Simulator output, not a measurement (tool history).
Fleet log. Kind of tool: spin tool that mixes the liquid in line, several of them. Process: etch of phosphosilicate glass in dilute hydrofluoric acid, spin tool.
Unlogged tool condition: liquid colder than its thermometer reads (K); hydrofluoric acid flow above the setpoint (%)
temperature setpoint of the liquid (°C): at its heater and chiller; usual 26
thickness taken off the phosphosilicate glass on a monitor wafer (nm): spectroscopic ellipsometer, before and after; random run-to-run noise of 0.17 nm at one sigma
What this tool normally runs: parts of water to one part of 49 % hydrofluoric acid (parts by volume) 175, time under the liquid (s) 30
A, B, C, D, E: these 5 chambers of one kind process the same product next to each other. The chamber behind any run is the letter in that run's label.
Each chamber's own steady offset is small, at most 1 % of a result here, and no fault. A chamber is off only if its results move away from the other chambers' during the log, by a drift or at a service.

run,hour,temperature setpoint of the liquid (°C),parts of water to one part of 49 % hydrofluoric acid (parts by volume),time under the liquid (s),hours since the thermometer was replaced,hours since the hydrofluoric acid flow meter was replaced,"read-back film thickness of the phosphosilicate glass reference wafer, read on the same gauge (nm)",thickness taken off the phosphosilicate glass on a monitor wafer (nm)
1E,14,26,175,30,1160.2,1008.4,130.02,18.739
2C,23.1,26,175,30,1322.5,73.5,130.03,18.526
3D,34.3,26,175,30,2038.2,1904.5,130.01,18.502
4A,42.1,26,175,30,1331.4,1600.9,130.03,18.635
# hour 43.9: chamber A: thermometer replaced
5B,49.1,26,175,30,457,1149.4,129.99,18.873
6A,57.8,24,105,30,14,1616.6,130,31.442
# hour 64.5: chamber D: hydrofluoric acid flow meter replaced
7D,71,24,105,30,2074.9,6.5,129.97,31.554
# hour 73.5: chamber D: thermometer replaced
8C,81.7,24,105,30,1381.1,132.1,130.03,30.76
# hour 87.1: chamber B: thermometer replaced
9B,89.3,24,105,30,2.2,1189.6,129.98,31.769
10E,99.5,24,105,30,1245.7,1093.9,129.97,31.72
11C,108,26,175,30,1407.4,158.4,130.05,18.707
12D,123.4,26,175,30,50,58.9,129.99,18.582
13B,131.8,26,175,30,44.7,1232.1,130.02,18.929
14A,140.1,26,175,30,96.3,1698.9,129.99,18.536
15E,148.8,26,175,30,1295,1143.2,129.99,18.995
16B,160.6,26,125,35,73.5,1260.9,129.99,32.926
17E,173.8,26,125,35,1320,1168.2,130,32.518
18D,182.7,26,125,35,109.3,118.2,130.01,32.377
19A,193.2,26,125,35,149.4,1752,130.03,32.682
20C,202.8,26,125,35,1502.2,253.2,130,31.783
21C,217.8,26,175,30,1517.2,268.2,130.01,17.963
22A,229.3,26,175,30,185.5,1788.1,129.99,18.692
23D,242.3,26,175,30,168.9,177.8,130.05,18.532
24E,257.7,23,175,20,1403.9,1252.1,130.01,11.023
25B,272.8,23,175,20,185.7,1373.1,129.98,11.726
26D,282.9,23,175,20,209.5,218.4,130.01,11.009
27B,295.8,23,175,20,208.7,1396.1,130,11.882
28C,305.6,23,175,20,1605,356,130.03,11.075
29E,313.7,26,175,30,1459.9,1308.1,130,18.824
30A,327.9,26,175,30,284.1,1886.7,129.97,18.704
31B,336.1,26,175,30,249,1436.4,130.01,20.36
32A,346.3,26,175,30,302.5,1905.1,130.02,18.743
33D,353.2,26,175,30,279.8,288.7,130.02,18.44
34C,362.1,26,175,30,1661.5,412.5,130.04,18.159

All chambers now run identical settings, listed one chamber a line with results as question marks. What results will each chamber show?
35A,373.2,29.5,175,30,,,,?
35B,373.2,29.5,175,30,,,,?
35C,373.2,29.5,175,30,,,,?
35D,373.2,29.5,175,30,,,,?
35E,373.2,29.5,175,30,,,,?

run,thickness taken off the phosphosilicate glass on a monitor wafer (nm)
35A,21.025
35B,23.262
35C,20.741
35D,21.373
35E,21.404
